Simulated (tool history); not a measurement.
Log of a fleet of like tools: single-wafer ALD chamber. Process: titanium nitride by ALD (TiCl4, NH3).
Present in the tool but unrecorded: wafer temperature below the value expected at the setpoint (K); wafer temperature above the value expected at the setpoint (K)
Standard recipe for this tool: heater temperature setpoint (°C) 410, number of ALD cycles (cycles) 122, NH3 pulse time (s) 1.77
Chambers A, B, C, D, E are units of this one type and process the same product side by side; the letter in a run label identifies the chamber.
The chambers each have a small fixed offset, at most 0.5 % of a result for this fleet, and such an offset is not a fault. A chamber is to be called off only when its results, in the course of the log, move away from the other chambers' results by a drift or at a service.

run,day,heater temperature setpoint (°C),number of ALD cycles (cycles),NH3 pulse time (s),hours since the last thermocouple change,"read-back reference wafer on the same gauge, thickness_nm",mean film thickness on the monitor wafer (Å)
1E,0.354,410,122,1.77,42.0,2.9902,26.858
2B,0.846,410,122,1.77,754.1,2.9880,26.846
3D,1.129,410,122,1.77,1240.6,2.9898,26.923
4A,1.529,410,122,1.77,996.4,2.9890,26.935
5C,2.038,410,122,1.77,956.8,2.9897,26.697
6D,2.442,410,122,1.77,1272.1,2.9907,26.964
7B,2.929,416,146,1.77,804.1,2.9888,32.234
8E,3.388,416,146,1.77,114.8,2.9891,32.208
9C,3.950,416,146,1.77,1002.7,2.9893,32.170
10A,4.383,416,146,1.77,1064.9,2.9900,32.255
11B,4.971,416,146,1.77,853.1,2.9912,32.233
12E,5.588,410,122,1.77,167.6,2.9887,26.877
13C,6.225,410,122,1.77,1057.3,2.9895,26.692
14D,6.696,410,122,1.77,1374.2,2.9908,26.839
15A,7.225,410,122,1.77,1133.1,2.9905,26.980
16D,7.804,405,122,2.13,1400.8,2.9905,27.077
17C,8.317,405,122,2.13,1107.5,2.9901,26.995
18B,8.846,405,122,2.13,946.1,2.9910,26.977
19E,9.392,405,122,2.13,258.9,2.9912,27.005
20A,10.025,405,122,2.13,1200.3,2.9904,27.202
21C,10.596,410,122,1.77,1162.2,2.9903,26.792
22D,11.004,410,122,1.77,1477.6,2.9897,26.833
23E,11.633,410,122,1.77,312.7,2.9898,26.777
24A,11.988,410,122,1.77,1247.4,2.9896,26.953
25B,12.471,410,122,1.77,1033.1,2.9912,26.903
26D,12.821,410,122,1.77,1521.2,2.9898,26.829
27E,13.142,410,122,1.77,348.9,2.9892,26.863
28B,13.650,400,122,1.77,1061.4,2.9900,26.790
29C,14.121,400,122,1.77,1246.8,2.9883,26.683
30A,14.579,400,122,1.77,1309.6,2.9908,26.908
31C,15.154,400,122,1.77,1271.6,2.9906,26.702
32A,15.592,400,122,1.77,1333.9,2.9897,26.838
33D,16.171,410,122,1.77,1601.6,2.9905,26.856
34B,16.800,410,122,1.21,1137.0,2.9900,26.528
35E,17.433,410,122,1.21,451.9,2.9899,26.521
36C,18.038,410,122,1.21,1340.8,2.9917,26.421
37B,18.475,410,122,1.21,1177.2,2.9923,26.436
38E,19.083,410,122,1.21,491.5,2.9912,26.506
39D,19.625,410,122,1.77,1684.5,2.9905,26.912
40A,20.175,410,122,1.77,1443.9,2.9907,26.872
41E,20.804,410,122,1.77,532.8,2.9875,26.946

Is one chamber out of step, is the gauge drifting, or do the chambers differ by no more than their own small offsets? For an off chamber, give its letter and the likeliest cause.

Nothing is wrong: each chamber keeps only its own small, steady offset and the gauge holds still.
